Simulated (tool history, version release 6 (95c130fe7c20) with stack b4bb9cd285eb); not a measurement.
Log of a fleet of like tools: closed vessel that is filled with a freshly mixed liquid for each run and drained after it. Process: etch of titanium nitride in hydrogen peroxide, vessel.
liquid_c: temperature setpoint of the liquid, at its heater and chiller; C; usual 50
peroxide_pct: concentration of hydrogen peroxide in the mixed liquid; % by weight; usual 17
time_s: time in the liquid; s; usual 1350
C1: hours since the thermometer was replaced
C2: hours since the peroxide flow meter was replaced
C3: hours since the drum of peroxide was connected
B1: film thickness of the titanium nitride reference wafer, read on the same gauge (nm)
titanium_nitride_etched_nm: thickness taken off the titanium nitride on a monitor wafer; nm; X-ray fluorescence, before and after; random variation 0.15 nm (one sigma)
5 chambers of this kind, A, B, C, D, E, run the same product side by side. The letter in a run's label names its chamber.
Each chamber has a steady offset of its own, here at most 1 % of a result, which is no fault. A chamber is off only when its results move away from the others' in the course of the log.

Run 1C, hour 11.7: usual settings; C1 343.1; C2 50.7; C3 239.1; B1 60.008. Result: titanium_nitride_etched_nm 32.527 nm.
Run 2E, hour 19.1: usual settings; C1 430.3; C2 378.6; C3 196.7; B1 59.986. Result: titanium_nitride_etched_nm 32.393 nm.
Run 3A, hour 26.4: usual settings; C1 813.5; C2 427; C3 696.5; B1 59.981. Result: titanium_nitride_etched_nm 32.991 nm.
Run 4D, hour 34.7: usual settings; C1 1872.7; C2 350.3; C3 868.4; B1 59.982. Result: titanium_nitride_etched_nm 32.378 nm.
Run 5B, hour 42.5: usual settings; C1 438.5; C2 1163.1; C3 506.5; B1 60.001. Result: titanium_nitride_etched_nm 32.392 nm.
Run 6D, hour 51.3: usual settings; C1 1889.3; C2 366.9; C3 885; B1 59.992. Result: titanium_nitride_etched_nm 32.437 nm.
Run 7C, hour 59.5: usual settings; C1 390.9; C2 98.5; C3 286.9; B1 59.987. Result: titanium_nitride_etched_nm 32.416 nm.
Run 8E, hour 67: usual settings; C1 478.2; C2 426.5; C3 244.6; B1 60.038. Result: titanium_nitride_etched_nm 32.538 nm.
Run 9B, hour 73.9: usual settings; C1 469.9; C2 1194.5; C3 537.9; B1 60.012. Result: titanium_nitride_etched_nm 32.574 nm.
Run 10A, hour 81.5: usual settings; C1 868.6; C2 482.1; C3 751.6; B1 60.002. Result: titanium_nitride_etched_nm 32.876 nm.
Run 11C, hour 92.6: usual settings but liquid_c 55.5 C; C1 424; C2 131.6; C3 320; B1 59.993. Result: titanium_nitride_etched_nm 47.899 nm.
Run 12B, hour 100.5: usual settings but liquid_c 55.5 C; C1 496.5; C2 1221.1; C3 564.5; B1 59.985. Result: titanium_nitride_etched_nm 48.746 nm.
At hour 104.6: chamber B: new drum of peroxide connected.
Run 13E, hour 111.6: usual settings but liquid_c 55.5 C; C1 522.8; C2 471.1; C3 289.2; B1 60.014. Result: titanium_nitride_etched_nm 47.991 nm.
Run 14D, hour 117.8: usual settings but liquid_c 55.5 C; C1 1955.8; C2 433.4; C3 951.5; B1 60. Result: titanium_nitride_etched_nm 47.958 nm.
Run 15A, hour 124: usual settings but liquid_c 55.5 C; C1 911.1; C2 524.6; C3 794.1; B1 60.021. Result: titanium_nitride_etched_nm 48.262 nm.
Run 16B, hour 135.6: usual settings; C1 531.6; C2 1256.2; C3 31; B1 59.999. Result: titanium_nitride_etched_nm 32.784 nm.
Run 17E, hour 143.6: usual settings; C1 554.8; C2 503.1; C3 321.2; B1 59.992. Result: titanium_nitride_etched_nm 32.381 nm.
Run 18A, hour 155.3: usual settings; C1 942.4; C2 555.9; C3 825.4; B1 60.026. Result: titanium_nitride_etched_nm 32.717 nm.
Run 19D, hour 165: usual settings but time_s 1925 s; C1 2003; C2 480.6; C3 998.7; B1 59.994. Result: titanium_nitride_etched_nm 46.153 nm.
Run 20C, hour 174.2: usual settings but time_s 1925 s; C1 505.6; C2 213.2; C3 401.6; B1 59.997. Result: titanium_nitride_etched_nm 46.181 nm.
At hour 178.3: chamber D: new drum of peroxide connected.
Run 21B, hour 184.5: usual settings but time_s 1925 s; C1 580.5; C2 1305.1; C3 79.9; B1 59.994. Result: titanium_nitride_etched_nm 46.222 nm.
Run 22C, hour 196: usual settings but time_s 1925 s; C1 527.4; C2 235; C3 423.4; B1 59.999. Result: titanium_nitride_etched_nm 45.912 nm.
Run 23E, hour 204.6: usual settings but time_s 1925 s; C1 615.8; C2 564.1; C3 382.2; B1 59.995. Result: titanium_nitride_etched_nm 46.303 nm.
Run 24D, hour 210.2: usual settings; C1 2048.2; C2 525.8; C3 32; B1 60.011. Result: titanium_nitride_etched_nm 32.44 nm.
Run 25A, hour 221.7: usual settings; C1 1008.8; C2 622.3; C3 891.8; B1 59.99. Result: titanium_nitride_etched_nm 32.909 nm.
Run 26B, hour 226.9: usual settings but liquid_c 53 C; C1 622.9; C2 1347.5; C3 122.3; B1 60.002. Result: titanium_nitride_etched_nm 40.182 nm.
Run 27A, hour 235.4: usual settings but liquid_c 53 C; C1 1022.5; C2 636; C3 905.5; B1 59.992. Result: titanium_nitride_etched_nm 40.638 nm.
Run 28C, hour 247.5: usual settings but liquid_c 53 C; C1 578.9; C2 286.5; C3 474.9; B1 59.988. Result: titanium_nitride_etched_nm 40.08 nm.
Run 29D, hour 256.1: usual settings but liquid_c 53 C; C1 2094.1; C2 571.7; C3 77.9; B1 59.996. Result: titanium_nitride_etched_nm 40.063 nm.
Run 30E, hour 264.9: usual settings but liquid_c 53 C; C1 676.1; C2 624.4; C3 442.5; B1 60.016. Result: titanium_nitride_etched_nm 39.744 nm.
Run 31E, hour 274.2: usual settings; C1 685.4; C2 633.7; C3 451.8; B1 60.003. Result: titanium_nitride_etched_nm 31.929 nm.
At hour 275.2: chamber C: thermometer replaced.
At hour 277.4: chamber C: new drum of peroxide connected.
Run 32A, hour 282.3: usual settings; C1 1069.4; C2 682.9; C3 952.4; B1 59.977. Result: titanium_nitride_etched_nm 32.939 nm.
Run 33D, hour 292.1: usual settings; C1 2130.1; C2 607.7; C3 113.9; B1 60.018. Result: titanium_nitride_etched_nm 32.107 nm.
Run 34C, hour 302.9: usual settings; C1 27.8; C2 341.9; C3 25.5; B1 60.01. Result: titanium_nitride_etched_nm 32.152 nm.
Run 35B, hour 314: usual settings; C1 710; C2 1434.6; C3 209.4; B1 59.966. Result: titanium_nitride_etched_nm 32.433 nm.
Run 36E, hour 325.1: usual settings; C1 736.3; C2 684.6; C3 502.7; B1 60.008. Result: titanium_nitride_etched_nm 32.215 nm.
Run 37C, hour 335.5: usual settings but peroxide_pct 19.5 % by weight, time_s 600 s; C1 60.4; C2 374.5; C3 58.1; B1 60.008. Result: titanium_nitride_etched_nm 14.827 nm.
Run 38B, hour 341.2: usual settings but peroxide_pct 19.5 % by weight, time_s 600 s; C1 737.2; C2 1461.8; C3 236.6; B1 60.006. Result: titanium_nitride_etched_nm 14.969 nm.
Run 39D, hour 350: usual settings but peroxide_pct 19.5 % by weight, time_s 600 s; C1 2188; C2 665.6; C3 171.8; B1 59.983. Result: titanium_nitride_etched_nm 14.837 nm.

Next, every chamber runs the same settings. What will each give?
Run 40A, hour 358.6: usual settings. Result: titanium_nitride_etched_nm ?.
Run 40B, hour 358.6: usual settings. Result: titanium_nitride_etched_nm ?.
Run 40C, hour 358.6: usual settings. Result: titanium_nitride_etched_nm ?.
Run 40D, hour 358.6: usual settings. Result: titanium_nitride_etched_nm ?.
Run 40E, hour 358.6: usual settings. Result: titanium_nitride_etched_nm ?.

run  titanium_nitride_etched_nm
40A                      33.141
40B                       32.66
40C                      32.471
40D                      32.255
40E                      31.454

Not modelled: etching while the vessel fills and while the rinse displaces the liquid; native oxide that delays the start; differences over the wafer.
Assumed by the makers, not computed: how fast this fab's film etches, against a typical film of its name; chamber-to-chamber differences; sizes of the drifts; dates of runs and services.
